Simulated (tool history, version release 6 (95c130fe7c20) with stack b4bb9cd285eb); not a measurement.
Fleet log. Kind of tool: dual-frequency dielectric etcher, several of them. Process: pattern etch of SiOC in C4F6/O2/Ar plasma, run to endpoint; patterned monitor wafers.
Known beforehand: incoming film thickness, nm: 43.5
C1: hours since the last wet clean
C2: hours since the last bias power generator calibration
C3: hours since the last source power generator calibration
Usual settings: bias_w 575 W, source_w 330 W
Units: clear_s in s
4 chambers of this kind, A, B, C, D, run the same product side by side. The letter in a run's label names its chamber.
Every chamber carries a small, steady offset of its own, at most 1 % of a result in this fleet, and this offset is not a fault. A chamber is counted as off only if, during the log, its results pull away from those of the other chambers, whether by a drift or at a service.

Run 1C, hour 9.7: usual settings; C1 110.4; C2 212.8; C3 680.1. Result: clear_s 14.912 s.
Run 2D, hour 19.4: usual settings; C1 133.7; C2 120.4; C3 1668.6. Result: clear_s 14.818 s.
Run 3A, hour 26.9: usual settings; C1 92.6; C2 2711.2; C3 479.2. Result: clear_s 14.976 s.
Run 4B, hour 34.9: usual settings; C1 66.9; C2 526.7; C3 2605.4. Result: clear_s 14.834 s.
At hour 42: chamber A: bias power generator calibrated.
Run 5C, hour 47.1: usual settings; C1 147.8; C2 250.2; C3 717.5. Result: clear_s 14.883 s.
Run 6A, hour 56.2: usual settings; C1 121.9; C2 14.2; C3 508.5. Result: clear_s 14.859 s.
Run 7B, hour 63.8: usual settings but bias_w 519 W, source_w 250 W; C1 95.8; C2 555.6; C3 2634.3. Result: clear_s 17.032 s.
Run 8D, hour 74.4: usual settings but bias_w 519 W, source_w 250 W; C1 188.7; C2 175.4; C3 1723.6. Result: clear_s 17.09 s.
Run 9D, hour 87.3: usual settings but bias_w 519 W, source_w 250 W; C1 201.6; C2 188.3; C3 1736.5. Result: clear_s 17.032 s.
Run 10A, hour 98.6: usual settings but bias_w 519 W, source_w 250 W; C1 164.3; C2 56.6; C3 550.9. Result: clear_s 17.097 s.
Run 11C, hour 108.7: usual settings but bias_w 500 W, source_w 260 W; C1 209.4; C2 311.8; C3 779.1. Result: clear_s 17.2 s.
Run 12B, hour 118.4: usual settings but bias_w 500 W, source_w 260 W; C1 150.4; C2 610.2; C3 2688.9. Result: clear_s 17.121 s.
Run 13B, hour 125.5: usual settings but bias_w 500 W, source_w 260 W; C1 157.5; C2 617.3; C3 2696. Result: clear_s 17.116 s.
Run 14C, hour 137.2: usual settings but bias_w 500 W, source_w 260 W; C1 237.9; C2 340.3; C3 807.6. Result: clear_s 17.176 s.
Run 15D, hour 148.7: usual settings; C1 263; C2 249.7; C3 1797.9. Result: clear_s 14.792 s.
Run 16A, hour 163.5: usual settings; C1 229.2; C2 121.5; C3 615.8. Result: clear_s 14.879 s.
Run 17A, hour 174.1: usual settings; C1 239.8; C2 132.1; C3 626.4. Result: clear_s 14.836 s.
Run 18B, hour 184.9: usual settings; C1 216.9; C2 676.7; C3 2755.4. Result: clear_s 14.806 s.
Run 19D, hour 192.6: usual settings; C1 306.9; C2 293.6; C3 1841.8. Result: clear_s 14.869 s.
Run 20C, hour 199.5: usual settings; C1 300.2; C2 402.6; C3 869.9. Result: clear_s 14.871 s.
Run 21C, hour 209.8: usual settings but source_w 370 W; C1 310.5; C2 412.9; C3 880.2. Result: clear_s 14.314 s.
Run 22B, hour 224: usual settings but source_w 370 W; C1 256; C2 715.8; C3 2794.5. Result: clear_s 14.287 s.
Run 23A, hour 236.9: usual settings but source_w 370 W; C1 302.6; C2 194.9; C3 689.2. Result: clear_s 14.293 s.
Run 24D, hour 244.9: usual settings but source_w 370 W; C1 359.2; C2 345.9; C3 1894.1. Result: clear_s 14.309 s.
Run 25D, hour 252.8: usual settings; C1 367.1; C2 353.8; C3 1902. Result: clear_s 15.019 s.
Run 26B, hour 261: usual settings; C1 293; C2 752.8; C3 2831.5. Result: clear_s 14.805 s.
Run 27A, hour 271.3: usual settings but source_w 390 W; C1 337; C2 229.3; C3 723.6. Result: clear_s 14.033 s.
Run 28C, hour 279.8: usual settings but source_w 390 W; C1 380.5; C2 482.9; C3 950.2. Result: clear_s 14.04 s.
Run 29D, hour 291.1: usual settings but source_w 390 W; C1 405.4; C2 392.1; C3 1940.3. Result: clear_s 14.121 s.
Run 30C, hour 304.6: usual settings but source_w 390 W; C1 405.3; C2 507.7; C3 975. Result: clear_s 14.065 s.
Run 31B, hour 318.1: usual settings but bias_w 641 W, source_w 270 W; C1 350.1; C2 809.9; C3 2888.6. Result: clear_s 15.258 s.
Run 32A, hour 325: usual settings but bias_w 641 W, source_w 270 W; C1 390.7; C2 283; C3 777.3. Result: clear_s 15.354 s.
At hour 330.7: chamber C: wet clean of the chamber.
Run 33A, hour 338.6: usual settings but bias_w 641 W, source_w 270 W; C1 404.3; C2 296.6; C3 790.9. Result: clear_s 15.43 s.
Run 34C, hour 347.9: usual settings but bias_w 641 W, source_w 270 W; C1 17.2; C2 551; C3 1018.3. Result: clear_s 15.456 s.
Run 35D, hour 357.2: usual settings; C1 471.5; C2 458.2; C3 2006.4. Result: clear_s 15.118 s.
Run 36B, hour 369.7: usual settings; C1 401.7; C2 861.5; C3 2940.2. Result: clear_s 14.737 s.
Run 37B, hour 382.4: usual settings; C1 414.4; C2 874.2; C3 2952.9. Result: clear_s 14.853 s.
Run 38C, hour 396.4: usual settings; C1 65.7; C2 599.5; C3 1066.8. Result: clear_s 14.943 s.
Run 39D, hour 406.3: usual settings; C1 520.6; C2 507.3; C3 2055.5. Result: clear_s 15.313 s.
Run 40A, hour 413.9: usual settings; C1 479.6; C2 371.9; C3 866.2. Result: clear_s 14.956 s.
Run 41B, hour 424.2: usual settings; C1 456.2; C2 916; C3 2994.7. Result: clear_s 14.861 s.
Run 42A, hour 434.4: usual settings; C1 500.1; C2 392.4; C3 886.7. Result: clear_s 14.903 s.
Run 43D, hour 442.1: usual settings but bias_w 490 W, source_w 270 W; C1 556.4; C2 543.1; C3 2091.3. Result: clear_s 17.628 s.

Each of the 4 chambers runs these same settings next. Fill in every chamber's results:
Run 44A, hour 453.2: usual settings but bias_w 524 W. Result: clear_s ?.
Run 44B, hour 453.2: usual settings but bias_w 524 W. Result: clear_s ?.
Run 44C, hour 453.2: usual settings but bias_w 524 W. Result: clear_s ?.
Run 44D, hour 453.2: usual settings but bias_w 524 W. Result: clear_s ?.

run  clear_s
44A   15.462
44B   15.359
44C   15.456
44D   15.983
